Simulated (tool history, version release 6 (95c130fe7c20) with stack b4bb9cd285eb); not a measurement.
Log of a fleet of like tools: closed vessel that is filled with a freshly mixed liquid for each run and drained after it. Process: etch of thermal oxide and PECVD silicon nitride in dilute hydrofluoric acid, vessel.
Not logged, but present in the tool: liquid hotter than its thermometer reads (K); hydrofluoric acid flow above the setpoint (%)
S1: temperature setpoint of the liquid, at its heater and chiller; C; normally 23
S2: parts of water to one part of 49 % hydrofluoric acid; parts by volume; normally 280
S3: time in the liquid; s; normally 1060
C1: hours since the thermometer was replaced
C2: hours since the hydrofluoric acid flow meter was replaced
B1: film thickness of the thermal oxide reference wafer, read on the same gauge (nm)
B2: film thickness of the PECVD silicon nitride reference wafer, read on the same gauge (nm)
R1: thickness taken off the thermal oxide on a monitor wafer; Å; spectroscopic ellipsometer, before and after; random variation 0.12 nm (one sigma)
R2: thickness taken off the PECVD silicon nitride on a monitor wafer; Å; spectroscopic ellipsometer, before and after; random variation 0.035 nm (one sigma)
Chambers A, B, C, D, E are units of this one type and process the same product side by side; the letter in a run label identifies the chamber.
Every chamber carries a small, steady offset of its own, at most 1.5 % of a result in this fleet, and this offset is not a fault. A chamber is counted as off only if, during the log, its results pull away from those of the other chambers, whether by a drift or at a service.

At hour 4.4: chamber D: thermometer replaced.
Run 1D, hour 8.2: usual settings; C1 3.8; C2 1629.1; B1 109.99; B2 120.00. Result: R1 139.950 Å, R2 72.201 Å.
Run 2E, hour 17.8: usual settings; C1 705.9; C2 1114.4; B1 110.00; B2 119.99. Result: R1 139.650 Å, R2 73.758 Å.
Run 3C, hour 28.1: usual settings; C1 2416.4; C2 98.7; B1 110.00; B2 120.00. Result: R1 139.300 Å, R2 74.442 Å.
Run 4A, hour 41.1: usual settings; C1 785.4; C2 960.7; B1 109.99; B2 120.01. Result: R1 139.170 Å, R2 73.050 Å.
Run 5B, hour 53.2: usual settings but S2 185 parts by volume, S3 1630 s; C1 1692.6; C2 391.1; B1 110.00; B2 119.98. Result: R1 360.120 Å, R2 165.940 Å.
Run 6E, hour 59.8: usual settings but S2 185 parts by volume, S3 1630 s; C1 747.9; C2 1156.4; B1 110.03; B2 120.03. Result: R1 354.310 Å, R2 170.310 Å.
Run 7B, hour 71.1: usual settings but S2 185 parts by volume, S3 1630 s; C1 1710.5; C2 409.0; B1 109.99; B2 120.02. Result: R1 365.670 Å, R2 168.020 Å.
At hour 72.2: chamber C: thermometer replaced.
Run 8A, hour 79.2: usual settings but S2 185 parts by volume, S3 1630 s; C1 823.5; C2 998.8; B1 109.99; B2 120.05. Result: R1 359.980 Å, R2 169.000 Å.
At hour 88.0: chamber E: hydrofluoric acid flow meter replaced.
Run 9D, hour 90.6: usual settings but S2 185 parts by volume, S3 1630 s; C1 86.2; C2 1711.5; B1 110.00; B2 120.02. Result: R1 358.750 Å, R2 168.220 Å.
Run 10C, hour 96.9: usual settings; C1 24.7; C2 167.5; B1 110.02; B2 120.02. Result: R1 137.490 Å, R2 72.683 Å.
Run 11B, hour 102.6: usual settings but S1 26 C, S3 590 s; C1 1742.0; C2 440.5; B1 110.01; B2 120.02. Result: R1 85.699 Å, R2 48.481 Å.
Run 12D, hour 114.9: usual settings but S1 26 C, S3 590 s; C1 110.5; C2 1735.8; B1 110.02; B2 119.99. Result: R1 85.689 Å, R2 48.864 Å.
Run 13A, hour 125.8: usual settings but S1 26 C, S3 590 s; C1 870.1; C2 1045.4; B1 109.98; B2 120.02. Result: R1 86.774 Å, R2 48.542 Å.
Run 14E, hour 133.0: usual settings but S1 26 C, S3 590 s; C1 821.1; C2 45.0; B1 110.00; B2 120.02. Result: R1 86.570 Å, R2 49.482 Å.
Run 15C, hour 138.9: usual settings but S1 26 C, S3 590 s; C1 66.7; C2 209.5; B1 110.02; B2 120.01. Result: R1 86.250 Å, R2 49.098 Å.
Run 16D, hour 146.0: usual settings but S1 19 C; C1 141.6; C2 1766.9; B1 110.01; B2 120.00. Result: R1 120.440 Å, R2 56.056 Å.
Run 17C, hour 155.9: usual settings but S1 19 C; C1 83.7; C2 226.5; B1 109.99; B2 120.01. Result: R1 119.200 Å, R2 56.673 Å.
At hour 158.6: chamber A: thermometer replaced.
Run 18B, hour 161.6: usual settings but S1 19 C; C1 1801.0; C2 499.5; B1 109.98; B2 119.99. Result: R1 121.520 Å, R2 56.770 Å.
Run 19A, hour 172.9: usual settings but S1 19 C; C1 14.4; C2 1092.5; B1 109.96; B2 119.97. Result: R1 120.690 Å, R2 55.749 Å.
Run 20E, hour 180.5: usual settings but S1 19 C; C1 868.6; C2 92.5; B1 109.96; B2 119.98. Result: R1 121.180 Å, R2 57.763 Å.
Run 21E, hour 191.1: usual settings; C1 879.2; C2 103.1; B1 110.03; B2 120.04. Result: R1 141.500 Å, R2 74.454 Å.
Run 22D, hour 197.0: usual settings; C1 192.6; C2 1817.9; B1 109.97; B2 120.01. Result: R1 136.540 Å, R2 72.843 Å.
Run 23B, hour 206.8: usual settings; C1 1846.2; C2 544.7; B1 110.00; B2 120.05. Result: R1 141.290 Å, R2 73.072 Å.
Run 24C, hour 217.9: usual settings; C1 145.7; C2 288.5; B1 110.01; B2 119.97. Result: R1 138.230 Å, R2 73.596 Å.
Run 25A, hour 225.0: usual settings but S1 28 C, S3 810 s; C1 66.5; C2 1144.6; B1 110.02; B2 120.04. Result: R1 124.860 Å, R2 74.926 Å.
Run 26A, hour 231.1: usual settings but S1 28 C, S3 810 s; C1 72.6; C2 1150.7; B1 110.00; B2 120.02. Result: R1 126.050 Å, R2 75.535 Å.
Run 27B, hour 241.1: usual settings but S1 28 C, S3 810 s; C1 1880.5; C2 579.0; B1 109.99; B2 119.97. Result: R1 129.290 Å, R2 75.242 Å.
Run 28D, hour 251.9: usual settings but S1 28 C, S3 810 s; C1 247.5; C2 1872.8; B1 110.01; B2 119.99. Result: R1 126.480 Å, R2 75.851 Å.
Run 29E, hour 258.3: usual settings but S1 28 C, S3 810 s; C1 946.4; C2 170.3; B1 110.01; B2 120.00. Result: R1 126.490 Å, R2 77.355 Å.
Run 30C, hour 270.0: usual settings; C1 197.8; C2 340.6; B1 110.03; B2 119.96. Result: R1 139.890 Å, R2 73.205 Å.
Run 31D, hour 280.9: usual settings; C1 276.5; C2 1901.8; B1 110.03; B2 119.97. Result: R1 137.840 Å, R2 72.563 Å.
At hour 286.9: chamber E: thermometer replaced.
Run 32E, hour 288.0: usual settings; C1 1.2; C2 200.0; B1 110.02; B2 120.03. Result: R1 140.080 Å, R2 73.167 Å.
Run 33A, hour 300.1: usual settings; C1 141.6; C2 1219.7; B1 110.02; B2 120.02. Result: R1 140.040 Å, R2 73.016 Å.
At hour 303.5: chamber A: hydrofluoric acid flow meter replaced.
Run 34B, hour 307.9: usual settings; C1 1947.3; C2 645.8; B1 110.02; B2 119.99. Result: R1 141.260 Å, R2 72.439 Å.
Run 35C, hour 316.9: usual settings; C1 244.7; C2 387.5; B1 109.99; B2 119.99. Result: R1 140.390 Å, R2 73.628 Å.
At hour 320.8: chamber B: hydrofluoric acid flow meter replaced.
Run 36A, hour 326.9: usual settings but S1 25 C; C1 168.4; C2 23.4; B1 110.04; B2 119.98. Result: R1 149.170 Å, R2 81.932 Å.
Run 37D, hour 338.1: usual settings but S1 25 C; C1 333.7; C2 1959.0; B1 110.03; B2 119.99. Result: R1 148.570 Å, R2 82.329 Å.
Run 38E, hour 344.2: usual settings but S1 25 C; C1 57.4; C2 256.2; B1 110.01; B2 119.99. Result: R1 150.380 Å, R2 83.072 Å.
Run 39C, hour 351.1: usual settings but S1 25 C; C1 278.9; C2 421.7; B1 109.99; B2 119.99. Result: R1 149.380 Å, R2 83.917 Å.
Run 40B, hour 361.0: usual settings but S1 25 C; C1 2000.4; C2 40.2; B1 110.03; B2 120.02. Result: R1 149.600 Å, R2 82.103 Å.

One chamber off, gauge drift, or nothing amiss beyond the chambers' own small offsets? If it is a chamber, which one, and what is the likeliest cause?

The fleet is healthy, with each chamber sitting at its usual small offset and no drift in the gauge.
